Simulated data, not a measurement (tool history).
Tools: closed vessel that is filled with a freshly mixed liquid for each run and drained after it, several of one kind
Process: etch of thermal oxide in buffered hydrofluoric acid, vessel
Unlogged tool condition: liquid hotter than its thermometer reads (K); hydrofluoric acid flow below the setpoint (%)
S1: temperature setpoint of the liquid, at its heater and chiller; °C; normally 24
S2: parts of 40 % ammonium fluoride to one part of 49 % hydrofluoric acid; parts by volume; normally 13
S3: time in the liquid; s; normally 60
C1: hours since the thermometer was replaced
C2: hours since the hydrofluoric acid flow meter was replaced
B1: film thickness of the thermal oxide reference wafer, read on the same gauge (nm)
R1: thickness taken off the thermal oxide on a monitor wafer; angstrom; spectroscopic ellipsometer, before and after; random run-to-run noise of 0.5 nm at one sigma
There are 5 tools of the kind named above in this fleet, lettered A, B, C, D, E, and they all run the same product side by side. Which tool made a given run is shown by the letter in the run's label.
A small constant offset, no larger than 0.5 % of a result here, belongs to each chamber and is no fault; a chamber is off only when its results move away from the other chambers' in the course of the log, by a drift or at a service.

run,hour,S1,S2,S3,C1,C2,B1,R1
1A,12.2,24,13,60,28.1,102.2,130.01,541.30
2B,25.6,24,13,60,556.8,493.5,130.00,534.02
3E,34.3,24,13,60,389.0,211.2,129.99,525.30
4C,45.2,24,13,60,1269.6,131.7,130.00,531.58
5D,58.7,24,13,60,739.5,804.0,129.98,534.26
6B,68.7,24,13,60,599.9,536.6,129.99,529.61
7E,78.1,24,13,60,432.8,255.0,129.98,536.09
8C,87.8,24,13,60,1312.2,174.3,129.98,536.53
9D,101.3,24,13,60,782.1,846.6,129.99,525.72
10A,116.1,24,13,60,132.0,206.1,130.00,540.51
11A,126.5,24,13,60,142.4,216.5,130.04,534.26
12C,140.9,24,13,60,1365.3,227.4,130.01,536.87
13E,155.0,24,13,60,509.7,331.9,130.00,538.47
14B,165.7,24,13,60,696.9,633.6,130.00,530.89
15D,179.6,24,13,60,860.4,924.9,130.02,525.14
16E,193.3,24,13,60,548.0,370.2,129.98,540.98
17A,209.3,24,13,60,225.2,299.3,130.01,525.18
18C,220.8,24,13,60,1445.2,307.3,130.02,533.96
19B,228.3,24,13,60,759.5,696.2,130.03,540.20
20D,235.9,20,13,60,916.7,981.2,130.03,421.58
21D,251.9,20,13,60,932.7,997.2,130.01,426.57
22E,265.2,20,13,60,619.9,442.1,130.00,445.56
23A,274.3,20,13,60,290.2,364.3,129.99,421.52
24C,288.6,20,13,60,1513.0,375.1,129.99,427.66
25B,302.8,24,13,60,834.0,770.7,130.00,535.07
26D,310.4,24,13,60,991.2,1055.7,130.01,530.77
27B,326.1,24,13,60,857.3,794.0,129.98,540.56
28A,341.1,24,13,60,357.0,431.1,130.00,527.32
29C,353.9,24,13,60,1578.3,440.4,130.01,531.18
30E,367.1,24,13,60,721.8,544.0,129.99,562.83
31D,377.8,24,13,60,1058.6,1123.1,129.97,534.97
32E,391.7,24,13,60,746.4,568.6,129.98,558.58
33A,401.4,24,13,60,417.3,491.4,130.02,520.14
34B,414.1,24,13,60,945.3,882.0,129.97,526.80
35C,422.8,24,13,60,1647.2,509.3,129.99,538.42
36D,432.4,24,13,60,1113.2,1177.7,129.99,529.68

Predict what each chamber gives when all 5 of them run the settings below next.
37A,443.9,24,13,90,,,,?
37B,443.9,24,13,90,,,,?
37C,443.9,24,13,90,,,,?
37D,443.9,24,13,90,,,,?
37E,443.9,24,13,90,,,,?

run,R1
37A,802.70
37B,792.73
37C,794.16
37D,781.87
37E,842.89

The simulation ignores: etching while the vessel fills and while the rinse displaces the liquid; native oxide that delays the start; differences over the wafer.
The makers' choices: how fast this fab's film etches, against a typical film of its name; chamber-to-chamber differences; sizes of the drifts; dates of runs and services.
